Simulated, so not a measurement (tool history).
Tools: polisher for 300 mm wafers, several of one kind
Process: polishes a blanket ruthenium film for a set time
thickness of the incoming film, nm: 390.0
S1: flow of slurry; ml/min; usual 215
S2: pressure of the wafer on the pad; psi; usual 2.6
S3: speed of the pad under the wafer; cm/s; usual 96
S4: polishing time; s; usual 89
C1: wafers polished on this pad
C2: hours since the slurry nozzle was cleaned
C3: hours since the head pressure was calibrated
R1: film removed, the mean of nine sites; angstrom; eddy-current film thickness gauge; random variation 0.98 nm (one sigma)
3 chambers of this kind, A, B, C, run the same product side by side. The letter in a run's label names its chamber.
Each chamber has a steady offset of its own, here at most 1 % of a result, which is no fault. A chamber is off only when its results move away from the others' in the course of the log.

Run 1A, hour 14.1: usual settings; C1 1054; C2 249.1; C3 296.3. Result: R1 1432.0 angstrom.
At hour 18.7: chamber C: worn pad replaced by a new one.
Run 2B, hour 23.8: usual settings; C1 513; C2 24.9; C3 45.5. Result: R1 1424.2 angstrom.
Run 3C, hour 33.8: usual settings; C1 90; C2 166.8; C3 907.8. Result: R1 1446.8 angstrom.
Run 4B, hour 45.6: usual settings; C1 644; C2 46.7; C3 67.3. Result: R1 1434.5 angstrom.
Run 5C, hour 58.4: usual settings; C1 238; C2 191.4; C3 932.4. Result: R1 1439.7 angstrom.
At hour 68.0: chamber A: worn pad replaced by a new one.
Run 6A, hour 72.6: usual settings; C1 28; C2 307.6; C3 354.8. Result: R1 1458.4 angstrom.
Run 7B, hour 86.0: usual settings; C1 887; C2 87.1; C3 107.7. Result: R1 1445.7 angstrom.
Run 8A, hour 101.1: usual settings; C1 199; C2 336.1; C3 383.3. Result: R1 1482.1 angstrom.
At hour 108.5: chamber C: slurry nozzle cleaned.
Run 9C, hour 115.0: usual settings; C1 578; C2 6.6; C3 989.0. Result: R1 1453.2 angstrom.
Run 10A, hour 124.2: usual settings; C1 338; C2 359.2; C3 406.4. Result: R1 1467.0 angstrom.
Run 11C, hour 133.8: usual settings but S3 120 cm/s, S4 69 s; C1 691; C2 25.4; C3 1007.8. Result: R1 1387.6 angstrom.
At hour 140.7: chamber C: worn pad replaced by a new one.
Run 12B, hour 142.3: usual settings but S3 120 cm/s, S4 69 s; C1 1225; C2 143.4; C3 164.0. Result: R1 1377.3 angstrom.
Run 13B, hour 155.2: usual settings but S3 120 cm/s, S4 69 s; C1 1303; C2 156.3; C3 176.9. Result: R1 1380.1 angstrom.
At hour 164.3: chamber B: worn pad replaced by a new one.
Run 14A, hour 168.3: usual settings but S1 150 ml/min; C1 603; C2 403.3; C3 450.5. Result: R1 1420.2 angstrom.
Run 15C, hour 177.8: usual settings but S1 150 ml/min; C1 223; C2 69.4; C3 1051.8. Result: R1 1378.9 angstrom.
Run 16B, hour 185.2: usual settings but S1 150 ml/min; C1 125; C2 186.3; C3 206.9. Result: R1 1343.1 angstrom.
Run 17C, hour 197.9: usual settings; C1 344; C2 89.5; C3 1071.9. Result: R1 1444.5 angstrom.
Run 18A, hour 209.7: usual settings but S2 3.3 psi, S4 72 s; C1 852; C2 444.7; C3 491.9. Result: R1 1556.3 angstrom.
Run 19A, hour 219.8: usual settings but S2 3.3 psi, S4 72 s; C1 912; C2 454.8; C3 502.0. Result: R1 1535.0 angstrom.
Run 20B, hour 231.8: usual settings but S2 3.3 psi, S4 72 s; C1 405; C2 232.9; C3 253.5. Result: R1 1478.4 angstrom.
Run 21C, hour 239.4: usual settings; C1 593; C2 131.0; C3 1113.4. Result: R1 1437.8 angstrom.
At hour 245.7: chamber B: slurry nozzle cleaned.
At hour 246.8: chamber C: worn pad replaced by a new one.
Run 22A, hour 251.9: usual settings; C1 1105; C2 486.9; C3 534.1. Result: R1 1494.0 angstrom.
Run 23C, hour 262.0: usual settings; C1 91; C2 153.6; C3 1136.0. Result: R1 1441.4 angstrom.
Run 24B, hour 273.3: usual settings; C1 655; C2 27.6; C3 295.0. Result: R1 1439.0 angstrom.
Run 25A, hour 286.2: usual settings; C1 1311; C2 521.2; C3 568.4. Result: R1 1538.7 angstrom.
Run 26B, hour 294.5: usual settings; C1 782; C2 48.8; C3 316.2. Result: R1 1437.5 angstrom.
Run 27C, hour 309.1: usual settings; C1 374; C2 200.7; C3 1183.1. Result: R1 1433.5 angstrom.
At hour 309.6: chamber A: worn pad replaced by a new one.
Run 28B, hour 318.4: usual settings; C1 926; C2 72.7; C3 340.1. Result: R1 1436.5 angstrom.
Run 29A, hour 330.8: usual settings but S1 275 ml/min, S3 84 cm/s; C1 127; C2 565.8; C3 613.0. Result: R1 1382.3 angstrom.
Run 30C, hour 342.7: usual settings but S1 275 ml/min, S3 84 cm/s; C1 576; C2 234.3; C3 1216.7. Result: R1 1308.7 angstrom.
Run 31A, hour 355.4: usual settings but S1 275 ml/min, S3 84 cm/s; C1 275; C2 590.4; C3 637.6. Result: R1 1373.3 angstrom.
Run 32B, hour 364.3: usual settings; C1 1202; C2 118.6; C3 386.0. Result: R1 1433.4 angstrom.
At hour 365.5: chamber C: worn pad replaced by a new one.
Run 33C, hour 374.7: usual settings; C1 55; C2 266.3; C3 1248.7. Result: R1 1445.9 angstrom.

What goes on in this fleet: one chamber off, a drifting gauge, or nothing beyond the chambers' own small offsets? Name the chamber and the cause, if any.

Chamber A drifts away from the others.
Cause: head's pressure above its setpoint, % = 6.77.

Here are 4 candidates for chamber A's next run, each the usual settings with a change, their results left as question marks. Which one brings its results back in line with what the others give on the usual settings?
In line means no further than this from the other chambers' mean on the usual settings: R1 34.0 angstrom
Run 34A-1, hour 385.7: usual settings but S3 98 cm/s, S4 90 s. Result: R1 ?.
Run 34A-2, hour 385.7: usual settings but S3 94 cm/s, S4 88 s. Result: R1 ?.
Run 34A-3, hour 385.7: usual settings but S2 2.7 psi, S3 100 cm/s. Result: R1 ?.
Run 34A-4, hour 385.7: usual settings but S2 2.5 psi, S3 92 cm/s. Result: R1 ?.

The other chambers' mean on the usual settings: R1 1435.1 angstrom
  run      R1
34A-1  1587.5
34A-2  1487.9
34A-3  1663.9
34A-4  1415.8
34A-4 brings the chamber back in line.
